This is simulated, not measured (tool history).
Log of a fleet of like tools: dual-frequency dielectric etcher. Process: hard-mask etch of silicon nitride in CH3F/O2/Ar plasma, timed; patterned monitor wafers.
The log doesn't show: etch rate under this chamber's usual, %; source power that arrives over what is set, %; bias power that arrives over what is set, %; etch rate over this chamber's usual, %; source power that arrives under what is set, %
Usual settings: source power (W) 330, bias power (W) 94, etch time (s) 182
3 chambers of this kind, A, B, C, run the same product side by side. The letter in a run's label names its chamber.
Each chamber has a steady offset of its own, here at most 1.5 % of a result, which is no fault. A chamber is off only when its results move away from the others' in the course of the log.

| run | hour | source power (W) | bias power (W) | etch time (s) | hours since the last wet clean | hours since the last source power generator calibration | hours since the last bias power generator calibration | read-back reference wafer on the same gauge, depth_nm | mean etch depth across the wafer (nm) |
|---|---|---|---|---|---|---|---|---|---|
| 1B | 14 | 330 | 94 | 182 | 115 | 1676.1 | 1266.3 | 134.1 | 132.15 |
| 2A | 23 | 330 | 94 | 182 | 123.5 | 597.2 | 1625.2 | 134.16 | 130.91 |
| 3C | 33.7 | 330 | 94 | 182 | 224.6 | 4062.6 | 2016.1 | 133.96 | 130.96 |
| 4A | 40.8 | 330 | 94 | 182 | 141.3 | 615 | 1643 | 134.03 | 131.48 |
| 5B | 52.3 | 330 | 94 | 182 | 153.3 | 1714.4 | 1304.6 | 133.95 | 131.99 |
| 6C | 62.8 | 330 | 94 | 182 | 253.7 | 4091.7 | 2045.2 | 134.05 | 130.93 |
| 7C | 76 | 330 | 94 | 182 | 266.9 | 4104.9 | 2058.4 | 133.86 | 131.03 |
| 8A | 88.9 | 330 | 94 | 182 | 189.4 | 663.1 | 1691.1 | 133.77 | 131.78 |
| 9B | 99.5 | 330 | 81 | 233 | 200.5 | 1761.6 | 1351.8 | 133.96 | 160.27 |
| 10B | 108.7 | 330 | 81 | 233 | 209.7 | 1770.8 | 1361 | 133.94 | 159.68 |
| 11C | 122.9 | 330 | 81 | 233 | 313.8 | 4151.8 | 2105.3 | 134.01 | 158.79 |
| 12A | 134.4 | 330 | 94 | 182 | 234.9 | 708.6 | 1736.6 | 134.16 | 131.61 |
|  | 141.1 | chamber C: wet clean of the chamber |
| 13C | 143 | 330 | 94 | 182 | 1.9 | 4171.9 | 2125.4 | 133.92 | 130.48 |
| 14B | 156 | 330 | 94 | 182 | 257 | 1818.1 | 1408.3 | 133.96 | 131.9 |
| 15A | 167.4 | 330 | 94 | 182 | 267.9 | 741.6 | 1769.6 | 134.08 | 129.36 |
| 16A | 183.4 | 330 | 94 | 182 | 283.9 | 757.6 | 1785.6 | 133.97 | 128.37 |
| 17C | 195.2 | 330 | 94 | 182 | 54.1 | 4224.1 | 2177.6 | 133.98 | 131.21 |
| 18B | 210.7 | 330 | 72 | 140 | 311.7 | 1872.8 | 1463 | 134.07 | 92.074 |
| 19A | 225.3 | 330 | 72 | 140 | 325.8 | 799.5 | 1827.5 | 134.01 | 88.656 |
| 20C | 233.7 | 330 | 72 | 140 | 92.6 | 4262.6 | 2216.1 | 134.07 | 91.241 |
| 21B | 245.4 | 330 | 94 | 182 | 346.4 | 1907.5 | 1497.7 | 133.95 | 132.22 |
|  | 250.1 | chamber B: wet clean of the chamber |
| 22C | 259.4 | 330 | 94 | 182 | 118.3 | 4288.3 | 2241.8 | 133.96 | 131.07 |
| 23B | 270.6 | 330 | 94 | 182 | 20.6 | 1932.7 | 1522.9 | 133.95 | 132.47 |
| 24A | 280.6 | 330 | 94 | 182 | 381.1 | 854.8 | 1882.8 | 133.97 | 125.18 |
| 25C | 288.4 | 330 | 94 | 182 | 147.3 | 4317.3 | 2270.8 | 133.79 | 129.48 |

Next, every chamber runs the same settings. What will each give?
| 26A | 300.1 | 330 | 94 | 182 |  |  |  |  | ? |
| 26B | 300.1 | 330 | 94 | 182 |  |  |  |  | ? |
| 26C | 300.1 | 330 | 94 | 182 |  |  |  |  | ? |

| run | mean etch depth across the wafer (nm) |
|---|---|
| 26A | 125.75 |
| 26B | 132.67 |
| 26C | 131.42 |
